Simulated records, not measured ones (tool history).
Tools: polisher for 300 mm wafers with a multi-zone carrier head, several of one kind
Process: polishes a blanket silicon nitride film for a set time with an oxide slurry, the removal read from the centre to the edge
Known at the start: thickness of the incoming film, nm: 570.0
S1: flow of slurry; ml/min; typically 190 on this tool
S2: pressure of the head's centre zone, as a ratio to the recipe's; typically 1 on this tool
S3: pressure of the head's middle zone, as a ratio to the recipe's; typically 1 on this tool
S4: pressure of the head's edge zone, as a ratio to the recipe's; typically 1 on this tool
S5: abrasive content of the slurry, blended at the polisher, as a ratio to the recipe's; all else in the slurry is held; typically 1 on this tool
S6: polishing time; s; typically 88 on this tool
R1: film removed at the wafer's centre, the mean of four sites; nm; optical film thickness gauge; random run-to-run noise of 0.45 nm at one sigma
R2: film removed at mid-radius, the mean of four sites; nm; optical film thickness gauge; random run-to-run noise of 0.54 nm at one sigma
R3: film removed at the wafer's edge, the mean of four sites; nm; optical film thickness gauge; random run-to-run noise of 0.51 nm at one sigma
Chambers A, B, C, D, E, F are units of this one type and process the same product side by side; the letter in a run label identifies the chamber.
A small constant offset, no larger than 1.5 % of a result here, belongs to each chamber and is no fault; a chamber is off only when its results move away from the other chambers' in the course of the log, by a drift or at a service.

run,hour,S1,S2,S3,S4,S5,S6,R1,R2,R3
1A,2.4,190,1,1,1,1,88,44.537,45.33,45.433
2C,6.2,190,1,1,1,1,88,44.648,45.209,45.969
3D,9.3,190,1,1,1,1,88,45.159,44.61,43.856
4B,13.7,190,1,1,1,1,88,44.888,45.837,44.687
5F,16.7,190,1,1,1,1,88,45.889,45.576,44.746
6E,20.1,190,1,1,1,1,88,43.93,44.279,45.034
# hour 21.6: chamber F: worn pad replaced by a new one
7F,23.7,190,1,1,1,1,88,45.524,44.621,45.063
8A,26.7,155,1,1,1.1,1,88,42.478,44.145,45.464
9E,30.1,155,1,1,1.1,1,88,43.258,43.085,46.314
10B,32.2,155,1,1,1.1,1,88,43.313,43.478,46.389
# hour 33.4: chamber F: centre zone pressure recalibrated
11C,35.9,155,1,1,1.1,1,88,43.49,44.192,46.885
# hour 38: chamber A: worn pad replaced by a new one
# hour 39.9: chamber C: worn pad replaced by a new one
12D,39.9,155,1,1,1.1,1,88,43.452,42.801,45.583
# hour 41.3: chamber D: worn pad replaced by a new one
# hour 42.2: chamber E: worn pad replaced by a new one
13A,42.5,155,1,1,1.1,1,88,43.664,43.76,46.898
14E,46.2,190,1,1,1,1,88,44.546,45.659,45.176
15C,50.2,190,1,1,1,1,88,44.928,44.891,44.686
16F,53.4,190,0.96,1,1,1,88,43.293,45.1,44.779
17D,56,190,0.96,1,1,1,88,41.514,44.476,44.92
18B,59.2,190,0.96,1,1,1,88,44.247,45.328,43.907
19D,63.3,190,0.96,1,1,1,88,41.202,43.544,44.705
20B,65.5,190,0.96,1,1,1,88,43.343,45.256,45.442
21E,68.1,190,0.96,1,1,1,88,43.161,45.665,45.624
22C,72.2,190,1,1,1,1,88,44.45,45.14,45.641
# hour 73.4: chamber B: edge zone pressure recalibrated
23A,75.2,190,1,0.9,1,1,88,44.181,40.733,44.943
24F,79.3,190,1,0.9,1,1,88,45.354,40.692,44.448
25C,82.1,190,1,0.9,1,1,88,45.389,40.692,44.661
26A,85.9,190,1,0.9,1,1,88,44.738,40.923,45.859
27D,90.2,190,1,0.9,1,1,88,42.372,39.38,43.361
28B,93.9,190,1,0.9,1,1,88,45.341,41.747,45.222
29F,97.5,190,1,1,1,1,88,44.831,45.861,44.74
# hour 98.6: chamber B: slurry nozzle cleaned
30E,101.7,190,1,1,1,1,88,44.869,44.942,45.382
31D,105.9,190,1,1,1,1,88,41.277,41.877,43.071
32C,109.4,190,1,1,1,1,88,44.823,44.878,46.361
# hour 111.4: chamber A: worn pad replaced by a new one
33B,112.2,190,1,1,1,1,88,45.099,46.054,45.756
34E,114.8,190,1,1,1,1,88,44.827,45.686,45.184
35A,119.2,190,1,1,1,1,88,44.791,44.229,45.966
36F,122.1,190,1,1,1,1,88,45.297,44.508,44.312
37F,124.1,190,1,1,1,1,88,45.216,45.893,44.628

One chamber off, gauge drift, or nothing amiss beyond the chambers' own small offsets? If it is a chamber, which one, and what is the likeliest cause?

Little by little, chamber D moves away from the other chambers.
Likeliest cause: slurry flow missing at the pad, % = 40.8.

Here are 4 candidates for chamber D's next run, each the usual settings with a change, their results left as question marks. Which one brings its results back in line with what the others give on the usual settings?
Maximum distance from the other chambers' mean on the usual settings for a result to count as in line: R1 1.6 nm; R2 1.9 nm; R3 1.8 nm
38D-1,127.4,195,1.01,1.01,0.99,1,90,?,?,?
38D-2,127.4,200,1.03,1.03,0.98,1,95,?,?,?
38D-3,127.4,180,0.97,0.98,1.02,1,82,?,?,?
38D-4,127.4,185,0.99,0.99,1.01,1,86,?,?,?

On the usual settings, the other chambers give on average: R1 44.911 nm; R2 45.172 nm; R3 45.07 nm
run,R1,R2,R3
38D-1,41.461,41.804,42.711
38D-2,45.028,45.198,45.022
38D-3,35.312,36.321,39.003
38D-4,38.183,38.716,40.884
38D-2 puts the chamber back in line with the other chambers.
